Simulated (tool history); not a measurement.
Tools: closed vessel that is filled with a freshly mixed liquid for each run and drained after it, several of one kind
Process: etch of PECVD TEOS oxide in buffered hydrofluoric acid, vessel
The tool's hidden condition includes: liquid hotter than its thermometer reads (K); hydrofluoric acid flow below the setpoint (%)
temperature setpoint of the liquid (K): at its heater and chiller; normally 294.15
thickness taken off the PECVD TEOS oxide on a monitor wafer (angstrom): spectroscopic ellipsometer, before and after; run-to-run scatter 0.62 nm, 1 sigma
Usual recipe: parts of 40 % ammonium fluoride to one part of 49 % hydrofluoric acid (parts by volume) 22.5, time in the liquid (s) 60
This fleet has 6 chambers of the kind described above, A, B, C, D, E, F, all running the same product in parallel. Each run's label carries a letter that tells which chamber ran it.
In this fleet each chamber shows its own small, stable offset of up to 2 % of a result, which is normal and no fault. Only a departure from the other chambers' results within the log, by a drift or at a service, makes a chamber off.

| run | day | temperature setpoint of the liquid (K) | parts of 40 % ammonium fluoride to one part of 49 % hydrofluoric acid (parts by volume) | time in the liquid (s) | hours since the thermometer was replaced | hours since the hydrofluoric acid flow meter was replaced | read-back film thickness of the PECVD TEOS oxide reference wafer, read on the same gauge (nm) | thickness taken off the PECVD TEOS oxide on a monitor wafer (angstrom) |
|---|---|---|---|---|---|---|---|---|
| 1D | 0.142 | 294.15 | 22.5 | 60 | 1068.2 | 1425.5 | 99.989 | 904.28 |
| 2A | 0.312 | 294.15 | 22.5 | 60 | 997.4 | 832.6 | 100.000 | 903.04 |
|  | 0.371 | chamber D: hydrofluoric acid flow meter replaced |
| 3F | 0.546 | 294.15 | 22.5 | 60 | 412.9 | 778.3 | 100.030 | 880.12 |
| 4B | 0.746 | 294.15 | 22.5 | 60 | 472.9 | 589.5 | 100.040 | 892.19 |
| 5C | 0.929 | 294.15 | 22.5 | 60 | 747.3 | 206.4 | 99.995 | 901.75 |
| 6E | 1.196 | 294.15 | 22.5 | 60 | 1333.2 | 1002.4 | 99.995 | 902.18 |
| 7D | 1.454 | 294.15 | 22.5 | 60 | 1099.7 | 26.0 | 100.010 | 900.86 |
| 8C | 1.625 | 294.15 | 22.5 | 60 | 764.0 | 223.1 | 100.020 | 905.36 |
| 9B | 1.817 | 294.15 | 22.5 | 60 | 498.6 | 615.2 | 99.975 | 890.33 |
| 10A | 1.996 | 294.15 | 22.5 | 90 | 1037.8 | 873.0 | 100.020 | 1367.10 |
|  | 2.100 | chamber C: thermometer replaced |
| 11E | 2.121 | 294.15 | 22.5 | 90 | 1355.4 | 1024.6 | 100.030 | 1323.40 |
| 12F | 2.258 | 294.15 | 22.5 | 90 | 454.0 | 819.4 | 100.020 | 1362.10 |
| 13D | 2.388 | 294.15 | 22.5 | 90 | 1122.1 | 48.4 | 100.010 | 1361.90 |
| 14F | 2.575 | 294.15 | 22.5 | 90 | 461.6 | 827.0 | 100.010 | 1367.30 |
| 15A | 2.696 | 294.15 | 22.5 | 90 | 1054.6 | 889.8 | 99.996 | 1371.10 |
| 16E | 2.888 | 294.15 | 22.5 | 60 | 1373.8 | 1043.0 | 99.986 | 895.09 |
| 17B | 3.112 | 294.15 | 22.5 | 60 | 529.7 | 646.3 | 99.972 | 901.83 |
| 18C | 3.358 | 294.15 | 22.5 | 60 | 30.2 | 264.7 | 99.979 | 891.45 |
| 19D | 3.546 | 296.65 | 19.5 | 60 | 1149.9 | 76.2 | 99.997 | 1145.00 |
| 20F | 3.750 | 296.65 | 19.5 | 60 | 489.8 | 855.2 | 99.986 | 1177.80 |
| 21A | 3.875 | 296.65 | 19.5 | 60 | 1082.9 | 918.1 | 100.010 | 1171.80 |
| 22B | 4.079 | 296.65 | 19.5 | 60 | 552.9 | 669.5 | 99.971 | 1138.10 |
| 23E | 4.246 | 296.65 | 19.5 | 60 | 1406.4 | 1075.6 | 99.980 | 1154.80 |
| 24C | 4.388 | 296.65 | 19.5 | 60 | 54.9 | 289.4 | 99.970 | 1145.80 |
| 25F | 4.550 | 294.15 | 22.5 | 60 | 509.0 | 874.4 | 100.000 | 949.67 |
| 26D | 4.742 | 294.15 | 22.5 | 60 | 1178.6 | 104.9 | 99.985 | 897.22 |
| 27C | 4.954 | 294.15 | 30.0 | 60 | 68.5 | 303.0 | 99.998 | 738.49 |
| 28E | 5.175 | 294.15 | 30.0 | 60 | 1428.7 | 1097.9 | 99.944 | 736.30 |
| 29B | 5.375 | 294.15 | 30.0 | 60 | 584.0 | 700.6 | 99.990 | 728.64 |
| 30A | 5.492 | 294.15 | 30.0 | 60 | 1121.7 | 956.9 | 99.999 | 740.29 |
| 31B | 5.704 | 294.15 | 30.0 | 60 | 591.9 | 708.5 | 99.973 | 726.61 |
| 32E | 5.842 | 294.15 | 30.0 | 60 | 1444.7 | 1113.9 | 100.030 | 727.16 |
| 33C | 6.042 | 294.15 | 22.5 | 60 | 94.6 | 329.1 | 99.990 | 892.42 |
| 34F | 6.171 | 294.15 | 22.5 | 60 | 547.9 | 913.3 | 100.040 | 945.49 |
| 35D | 6.296 | 292.15 | 22.5 | 85 | 1215.9 | 142.2 | 99.985 | 1164.20 |
| 36A | 6.492 | 292.15 | 22.5 | 85 | 1145.7 | 980.9 | 100.010 | 1160.70 |
| 37F | 6.638 | 292.15 | 22.5 | 85 | 559.1 | 924.5 | 99.993 | 1223.50 |
| 38D | 6.817 | 292.15 | 22.5 | 85 | 1228.4 | 154.7 | 99.994 | 1139.10 |
| 39B | 6.958 | 292.15 | 22.5 | 85 | 622.0 | 738.6 | 100.030 | 1121.30 |
| 40A | 7.208 | 292.15 | 22.5 | 85 | 1162.9 | 998.1 | 100.030 | 1161.90 |
| 41E | 7.342 | 294.15 | 22.5 | 60 | 1480.7 | 1149.9 | 100.000 | 897.96 |

All 6 chambers run these settings next. Forecast each chamber's results:
| 42A | 7.529 | 294.15 | 22.5 | 85 |  |  |  | ? |
| 42B | 7.529 | 294.15 | 22.5 | 85 |  |  |  | ? |
| 42C | 7.529 | 294.15 | 22.5 | 85 |  |  |  | ? |
| 42D | 7.529 | 294.15 | 22.5 | 85 |  |  |  | ? |
| 42E | 7.529 | 294.15 | 22.5 | 85 |  |  |  | ? |
| 42F | 7.529 | 294.15 | 22.5 | 85 |  |  |  | ? |

| run | thickness taken off the PECVD TEOS oxide on a monitor wafer (angstrom) |
|---|---|
| 42A | 1288.20 |
| 42B | 1272.10 |
| 42C | 1274.30 |
| 42D | 1289.90 |
| 42E | 1266.80 |
| 42F | 1393.20 |
